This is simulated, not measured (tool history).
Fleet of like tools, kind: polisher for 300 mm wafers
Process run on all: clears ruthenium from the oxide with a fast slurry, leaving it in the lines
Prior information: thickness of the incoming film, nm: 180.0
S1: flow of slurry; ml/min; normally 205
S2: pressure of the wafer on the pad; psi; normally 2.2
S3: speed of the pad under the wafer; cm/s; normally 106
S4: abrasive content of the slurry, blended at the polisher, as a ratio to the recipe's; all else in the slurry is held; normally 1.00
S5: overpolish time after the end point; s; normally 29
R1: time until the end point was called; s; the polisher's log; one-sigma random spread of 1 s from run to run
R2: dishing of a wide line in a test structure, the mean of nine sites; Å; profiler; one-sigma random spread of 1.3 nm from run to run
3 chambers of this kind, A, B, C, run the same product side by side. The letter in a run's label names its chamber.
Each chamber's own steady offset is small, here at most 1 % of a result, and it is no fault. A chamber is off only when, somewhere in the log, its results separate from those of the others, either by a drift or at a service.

run,hour,S1,S2,S3,S4,S5,R1,R2
1B,11.4,205,2.2,106,1.00,29,58.794,709.62
2C,23.9,205,2.2,106,1.00,29,57.008,701.41
3A,30.5,205,2.2,106,1.00,29,56.135,712.55
# hour 33.5: chamber A: worn pad replaced by a new one
# hour 40.0: chamber A: slurry blender recalibrated
4C,41.5,205,2.2,106,1.00,29,56.557,705.05
5A,50.3,205,2.2,106,1.10,29,54.861,722.06
# hour 59.9: chamber C: worn pad replaced by a new one
6B,60.4,205,2.2,106,1.10,29,54.437,718.04
7C,70.8,205,2.2,106,1.10,29,55.245,720.44
# hour 75.4: chamber B: worn pad replaced by a new one
8A,78.4,205,2.2,106,1.00,29,58.996,683.54
9B,90.9,205,2.2,106,1.00,29,55.925,678.10
10B,103.8,245,2.2,106,1.15,29,52.443,739.73
11C,111.7,245,2.2,106,1.15,29,52.023,747.36
12A,120.9,245,2.2,106,1.15,29,53.128,735.80
13A,130.3,205,2.2,106,1.00,29,55.337,711.01
14B,137.6,205,2.2,106,1.00,29,57.433,675.69
# hour 145.3: chamber A: slurry nozzle cleaned
15C,149.4,165,2.2,106,1.00,36,59.506,789.72
# hour 154.8: chamber C: worn pad replaced by a new one
# hour 158.3: chamber A: worn pad replaced by a new one
16C,163.3,165,2.2,106,1.00,36,57.614,804.92
# hour 166.1: chamber B: head pressure recalibrated
# hour 169.2: chamber B: worn pad replaced by a new one
# hour 171.8: chamber B: slurry nozzle cleaned
17B,176.0,165,2.2,106,1.00,36,60.737,783.61
18A,190.3,205,2.2,106,1.00,29,59.062,707.00
19C,196.7,205,2.2,106,1.00,29,57.791,679.63
20B,208.5,205,2.2,106,1.00,29,59.662,716.58
# hour 213.6: chamber C: slurry blender recalibrated
21A,217.1,205,2.2,106,1.00,29,57.354,691.28
22B,229.1,205,2.2,106,1.00,29,58.695,721.00
# hour 233.7: chamber C: worn pad replaced by a new one
23C,241.8,205,2.9,106,1.00,23,42.098,730.93
# hour 253.9: chamber B: slurry blender recalibrated
24A,256.4,205,2.9,106,1.00,23,42.294,710.49
# hour 258.3: chamber A: worn pad replaced by a new one
# hour 266.2: chamber B: worn pad replaced by a new one
# hour 269.8: chamber A: head pressure recalibrated
25C,270.5,205,2.9,106,1.00,23,43.030,728.13
26B,283.9,205,2.2,106,1.00,29,55.803,699.77
27A,293.2,205,2.2,106,1.00,29,57.520,699.12
28B,300.6,205,2.2,106,1.00,29,56.793,722.85
29C,309.8,205,2.2,106,1.00,29,58.690,690.66
# hour 315.0: chamber C: worn pad replaced by a new one
30A,323.8,205,2.2,106,1.00,29,54.980,692.45
31A,336.3,270,2.2,106,0.75,29,61.400,618.89
# hour 347.9: chamber C: head pressure recalibrated
32B,349.8,270,2.2,106,0.75,29,61.552,633.73
# hour 361.1: chamber A: worn pad replaced by a new one
# hour 361.4: chamber B: worn pad replaced by a new one
33C,362.5,270,2.2,106,0.75,29,61.849,624.80
34C,372.4,205,2.2,106,1.00,29,56.039,655.87
# hour 381.0: chamber A: slurry nozzle cleaned
35B,382.1,205,2.2,106,1.00,29,56.196,698.86
# hour 383.2: chamber A: slurry blender recalibrated
36A,396.2,205,2.2,106,1.00,29,56.315,674.96
37A,404.9,205,2.4,106,0.90,29,54.177,725.55
# hour 409.5: chamber C: worn pad replaced by a new one
38C,414.3,205,2.4,106,0.90,29,54.294,712.76
39B,421.0,205,2.4,106,0.90,29,55.017,722.82
40B,434.0,205,2.2,106,1.25,29,52.669,751.83
41C,448.5,205,2.2,106,1.25,29,53.458,745.28

Predict what each chamber gives when all 3 of them run the settings below next.
42A,459.0,205,1.8,106,1.00,29,?,?
42B,459.0,205,1.8,106,1.00,29,?,?
42C,459.0,205,1.8,106,1.00,29,?,?

run,R1,R2
42A,68.324,573.53
42B,68.589,574.64
42C,69.416,575.27
